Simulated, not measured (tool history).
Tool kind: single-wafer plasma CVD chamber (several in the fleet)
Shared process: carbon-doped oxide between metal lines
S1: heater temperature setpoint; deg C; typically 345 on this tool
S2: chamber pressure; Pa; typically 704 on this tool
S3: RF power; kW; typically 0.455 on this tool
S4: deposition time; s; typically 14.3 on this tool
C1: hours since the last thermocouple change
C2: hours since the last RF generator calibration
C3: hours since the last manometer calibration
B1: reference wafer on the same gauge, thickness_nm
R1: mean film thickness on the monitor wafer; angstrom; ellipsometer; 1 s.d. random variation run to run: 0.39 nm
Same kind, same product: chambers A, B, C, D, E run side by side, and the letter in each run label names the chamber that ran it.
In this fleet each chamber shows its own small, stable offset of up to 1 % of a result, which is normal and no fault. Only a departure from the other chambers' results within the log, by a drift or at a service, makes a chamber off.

Run 1E, hour 10.4: usual settings; C1 1839.6; C2 450.3; C3 2179; B1 85.191. Result: R1 706.38 angstrom.
Run 2B, hour 19: usual settings; C1 867.2; C2 245.3; C3 583.3; B1 85.123. Result: R1 718.4 angstrom.
Run 3D, hour 28.4: usual settings; C1 779.7; C2 491.7; C3 1193.3; B1 85.148. Result: R1 707.02 angstrom.
Run 4A, hour 35: usual settings; C1 122.6; C2 1791.4; C3 113.6; B1 85.137. Result: R1 703.42 angstrom.
Run 5C, hour 40.7: usual settings but S1 331 deg C, S4 13.2 s; C1 1105.5; C2 1113; C3 2689.9; B1 85.164. Result: R1 692.25 angstrom.
Run 6D, hour 47.8: usual settings but S1 331 deg C, S4 13.2 s; C1 799.1; C2 511.1; C3 1212.7; B1 85.21. Result: R1 684.4 angstrom.
Run 7A, hour 54.4: usual settings but S1 331 deg C, S4 13.2 s; C1 142; C2 1810.8; C3 133; B1 85.035. Result: R1 678.28 angstrom.
Run 8C, hour 60.3: usual settings but S1 331 deg C, S4 13.2 s; C1 1125.1; C2 1132.6; C3 2709.5; B1 85.166. Result: R1 699.46 angstrom.
Run 9B, hour 66: usual settings but S1 331 deg C, S4 13.2 s; C1 914.2; C2 292.3; C3 630.3; B1 85.182. Result: R1 695.34 angstrom.
Run 10E, hour 70.9: usual settings; C1 1900.1; C2 510.8; C3 2239.5; B1 85.226. Result: R1 711.2 angstrom.
Run 11C, hour 78.5: usual settings; C1 1143.3; C2 1150.8; C3 2727.7; B1 85.34. Result: R1 716.04 angstrom.
Run 12A, hour 85.1: usual settings but S1 356 deg C, S3 0.425 kW; C1 172.7; C2 1841.5; C3 163.7; B1 85.12. Result: R1 650.75 angstrom.
Run 13E, hour 92.3: usual settings but S1 356 deg C, S3 0.425 kW; C1 1921.5; C2 532.2; C3 2260.9; B1 85.149. Result: R1 662.37 angstrom.
Run 14B, hour 99.3: usual settings but S1 356 deg C, S3 0.425 kW; C1 947.5; C2 325.6; C3 663.6; B1 85.125. Result: R1 662.17 angstrom.
At hour 107.8: chamber C: capacitance manometer re-zeroed and calibrated.
Run 15D, hour 109.9: usual settings but S1 356 deg C, S3 0.425 kW; C1 861.2; C2 573.2; C3 1274.8; B1 85.16. Result: R1 645.88 angstrom.
Run 16A, hour 114.9: usual settings but S1 356 deg C, S3 0.425 kW; C1 202.5; C2 1871.3; C3 193.5; B1 85.166. Result: R1 650.11 angstrom.
Run 17C, hour 121.1: usual settings; C1 1185.9; C2 1193.4; C3 13.3; B1 85.229. Result: R1 715.31 angstrom.
Run 18B, hour 128.8: usual settings; C1 977; C2 355.1; C3 693.1; B1 85.216. Result: R1 718.83 angstrom.
Run 19E, hour 138.2: usual settings; C1 1967.4; C2 578.1; C3 2306.8; B1 85.251. Result: R1 713.23 angstrom.
Run 20D, hour 146.6: usual settings; C1 897.9; C2 609.9; C3 1311.5; B1 85.259. Result: R1 711.1 angstrom.
Run 21E, hour 153.3: usual settings; C1 1982.5; C2 593.2; C3 2321.9; B1 85.196. Result: R1 710.81 angstrom.
Run 22A, hour 163.5: usual settings; C1 251.1; C2 1919.9; C3 242.1; B1 85.135. Result: R1 698.23 angstrom.
Run 23D, hour 170.5: usual settings; C1 921.8; C2 633.8; C3 1335.4; B1 85.15. Result: R1 708.98 angstrom.
Run 24C, hour 176.1: usual settings but S1 335 deg C; C1 1240.9; C2 1248.4; C3 68.3; B1 85.188. Result: R1 738.73 angstrom.
Run 25B, hour 184.1: usual settings but S1 335 deg C; C1 1032.3; C2 410.4; C3 748.4; B1 85.319. Result: R1 741.45 angstrom.
Run 26D, hour 195: usual settings but S1 335 deg C; C1 946.3; C2 658.3; C3 1359.9; B1 85.289. Result: R1 730.01 angstrom.
At hour 202.1: chamber E: capacitance manometer re-zeroed and calibrated.
Run 27E, hour 203.5: usual settings but S1 335 deg C; C1 2032.7; C2 643.4; C3 1.4; B1 85.149. Result: R1 738.3 angstrom.
Run 28A, hour 211.1: usual settings but S1 335 deg C; C1 298.7; C2 1967.5; C3 289.7; B1 85.242. Result: R1 736.07 angstrom.
Run 29B, hour 219.5: usual settings; C1 1067.7; C2 445.8; C3 783.8; B1 85.189. Result: R1 717.76 angstrom.
Run 30C, hour 229.8: usual settings; C1 1294.6; C2 1302.1; C3 122; B1 85.125. Result: R1 715.73 angstrom.
Run 31E, hour 239.4: usual settings; C1 2068.6; C2 679.3; C3 37.3; B1 85.219. Result: R1 709.71 angstrom.
Run 32A, hour 245.2: usual settings; C1 332.8; C2 2001.6; C3 323.8; B1 85.307. Result: R1 707.63 angstrom.
Run 33C, hour 250.5: usual settings; C1 1315.3; C2 1322.8; C3 142.7; B1 85.3. Result: R1 711.47 angstrom.
Run 34D, hour 261.2: usual settings; C1 1012.5; C2 724.5; C3 1426.1; B1 85.093. Result: R1 703.33 angstrom.
Run 35B, hour 271: usual settings; C1 1119.2; C2 497.3; C3 835.3; B1 85.296. Result: R1 715.58 angstrom.
Run 36E, hour 278: usual settings; C1 2107.2; C2 717.9; C3 75.9; B1 85.304. Result: R1 705.93 angstrom.
Run 37B, hour 288.8: usual settings but S1 357 deg C, S3 0.52 kW; C1 1137; C2 515.1; C3 853.1; B1 85.219. Result: R1 750.61 angstrom.
Run 38A, hour 297: usual settings but S1 357 deg C, S3 0.52 kW; C1 384.6; C2 2053.4; C3 375.6; B1 85.331. Result: R1 745.79 angstrom.
Run 39D, hour 308: usual settings but S1 357 deg C, S3 0.52 kW; C1 1059.3; C2 771.3; C3 1472.9; B1 85.173. Result: R1 745.87 angstrom.
Run 40C, hour 315.1: usual settings but S1 357 deg C, S3 0.52 kW; C1 1379.9; C2 1387.4; C3 207.3; B1 85.226. Result: R1 749.64 angstrom.
Run 41A, hour 320.1: usual settings but S1 357 deg C, S3 0.52 kW; C1 407.7; C2 2076.5; C3 398.7; B1 85.213. Result: R1 740.45 angstrom.
Run 42C, hour 326.5: usual settings but S2 876 Pa, S4 16.1 s; C1 1391.3; C2 1398.8; C3 218.7; B1 85.359. Result: R1 813.52 angstrom.
Run 43D, hour 336.3: usual settings but S2 876 Pa, S4 16.1 s; C1 1087.6; C2 799.6; C3 1501.2; B1 85.253. Result: R1 809.3 angstrom.

For the next run the whole fleet of 5 chambers uses the same settings. Give each chamber's results:
Run 44A, hour 344.5: usual settings. Result: R1 ?.
Run 44B, hour 344.5: usual settings. Result: R1 ?.
Run 44C, hour 344.5: usual settings. Result: R1 ?.
Run 44D, hour 344.5: usual settings. Result: R1 ?.
Run 44E, hour 344.5: usual settings. Result: R1 ?.

run      R1
44A  711.57
44B   715.4
44C  712.92
44D  714.65
44E   717.4
